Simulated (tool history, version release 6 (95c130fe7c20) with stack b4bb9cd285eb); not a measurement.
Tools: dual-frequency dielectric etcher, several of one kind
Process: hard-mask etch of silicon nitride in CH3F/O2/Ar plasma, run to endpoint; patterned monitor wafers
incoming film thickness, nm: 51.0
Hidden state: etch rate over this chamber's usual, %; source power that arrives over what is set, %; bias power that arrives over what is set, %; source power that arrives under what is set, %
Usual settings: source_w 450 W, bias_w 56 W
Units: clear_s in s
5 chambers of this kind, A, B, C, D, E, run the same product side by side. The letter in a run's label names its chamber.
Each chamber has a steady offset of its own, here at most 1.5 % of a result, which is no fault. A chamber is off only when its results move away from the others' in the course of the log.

| run | hour | source_w | bias_w | hours since the last wet clean | hours since the last source power generator calibration | hours since the last bias power generator calibration | clear_s |
|---|---|---|---|---|---|---|---|
| 1C | 11.1 | 450 | 56 | 281.6 | 3226.5 | 548.2 | 78.161 |
| 2D | 20.1 | 450 | 56 | 234.4 | 1365.3 | 1386.3 | 76.506 |
|  | 24.7 | chamber E: wet clean of the chamber |
| 3B | 29.2 | 450 | 56 | 193.0 | 1409.0 | 3164.1 | 76.730 |
| 4A | 37.4 | 450 | 56 | 262.9 | 561.3 | 1390.9 | 76.795 |
| 5E | 47.1 | 450 | 56 | 22.5 | 959.0 | 928.8 | 76.225 |
| 6B | 61.5 | 390 | 56 | 225.3 | 1441.3 | 3196.4 | 80.903 |
| 7C | 69.8 | 390 | 56 | 340.3 | 3285.2 | 606.9 | 82.593 |
| 8E | 81.2 | 390 | 56 | 56.6 | 993.1 | 962.9 | 80.341 |
| 9D | 95.8 | 390 | 56 | 310.1 | 1441.0 | 1462.0 | 81.144 |
| 10A | 104.1 | 390 | 56 | 329.6 | 628.0 | 1457.6 | 80.715 |
| 11C | 118.0 | 450 | 56 | 388.5 | 3333.4 | 655.1 | 78.433 |
|  | 122.6 | chamber D: wet clean of the chamber |
| 12D | 127.9 | 450 | 56 | 5.4 | 1473.1 | 1494.1 | 76.788 |
| 13E | 134.9 | 450 | 56 | 110.3 | 1046.8 | 1016.6 | 76.067 |
| 14A | 143.3 | 450 | 56 | 368.8 | 667.2 | 1496.8 | 76.722 |
| 15B | 152.4 | 450 | 56 | 316.2 | 1532.2 | 3287.3 | 76.118 |
| 16C | 165.9 | 350 | 63 | 436.4 | 3381.3 | 703.0 | 82.287 |
| 17B | 179.5 | 350 | 63 | 343.3 | 1559.3 | 3314.4 | 82.174 |
| 18E | 194.6 | 350 | 63 | 170.0 | 1106.5 | 1076.3 | 80.879 |
| 19A | 210.3 | 350 | 63 | 435.8 | 734.2 | 1563.8 | 81.959 |
| 20D | 222.8 | 350 | 63 | 100.3 | 1568.0 | 1589.0 | 82.013 |
| 21C | 233.8 | 450 | 56 | 504.3 | 3449.2 | 770.9 | 76.896 |
| 22A | 241.7 | 450 | 56 | 467.2 | 765.6 | 1595.2 | 76.671 |
|  | 246.4 | chamber B: wet clean of the chamber |
| 23D | 253.2 | 540 | 63 | 130.7 | 1598.4 | 1619.4 | 68.907 |
| 24B | 268.5 | 540 | 63 | 22.1 | 1648.3 | 3403.4 | 68.631 |
| 25E | 276.1 | 540 | 63 | 251.5 | 1188.0 | 1157.8 | 69.610 |
| 26B | 284.6 | 540 | 63 | 38.2 | 1664.4 | 3419.5 | 68.819 |
| 27C | 300.2 | 540 | 63 | 570.7 | 3515.6 | 837.3 | 67.349 |
| 28A | 312.2 | 450 | 56 | 537.7 | 836.1 | 1665.7 | 76.458 |
| 29D | 324.5 | 450 | 56 | 202.0 | 1669.7 | 1690.7 | 76.526 |
| 30E | 337.2 | 450 | 56 | 312.6 | 1249.1 | 1218.9 | 77.500 |
| 31D | 351.9 | 410 | 62 | 229.4 | 1697.1 | 1718.1 | 76.499 |
| 32E | 364.7 | 410 | 62 | 340.1 | 1276.6 | 1246.4 | 77.770 |
| 33C | 375.9 | 410 | 62 | 646.4 | 3591.3 | 913.0 | 75.564 |
|  | 379.0 | chamber E: wet clean of the chamber |
|  | 383.8 | chamber A: wet clean of the chamber |
| 34A | 389.5 | 410 | 62 | 5.7 | 913.4 | 1743.0 | 77.219 |
| 35B | 397.9 | 410 | 62 | 151.5 | 1777.7 | 3532.8 | 76.904 |
| 36C | 411.6 | 450 | 56 | 682.1 | 3627.0 | 948.7 | 74.842 |
|  | 421.0 | chamber D: bias power generator calibrated |
| 37B | 426.9 | 450 | 56 | 180.5 | 1806.7 | 3561.8 | 75.841 |
| 38A | 436.6 | 450 | 56 | 52.8 | 960.5 | 1790.1 | 77.340 |
| 39D | 443.6 | 450 | 56 | 321.1 | 1788.8 | 22.6 | 77.001 |
| 40E | 451.8 | 450 | 56 | 72.8 | 1363.7 | 1333.5 | 77.663 |
| 41E | 461.6 | 360 | 56 | 82.6 | 1373.5 | 1343.3 | 83.264 |

All 5 chambers run these settings next. Forecast each chamber's results:
| 42A | 472.8 | 450 | 48 |  |  |  | ? |
| 42B | 472.8 | 450 | 48 |  |  |  | ? |
| 42C | 472.8 | 450 | 48 |  |  |  | ? |
| 42D | 472.8 | 450 | 48 |  |  |  | ? |
| 42E | 472.8 | 450 | 48 |  |  |  | ? |

| run | clear_s |
|---|---|
| 42A | 80.419 |
| 42B | 79.666 |
| 42C | 77.395 |
| 42D | 80.365 |
| 42E | 81.212 |

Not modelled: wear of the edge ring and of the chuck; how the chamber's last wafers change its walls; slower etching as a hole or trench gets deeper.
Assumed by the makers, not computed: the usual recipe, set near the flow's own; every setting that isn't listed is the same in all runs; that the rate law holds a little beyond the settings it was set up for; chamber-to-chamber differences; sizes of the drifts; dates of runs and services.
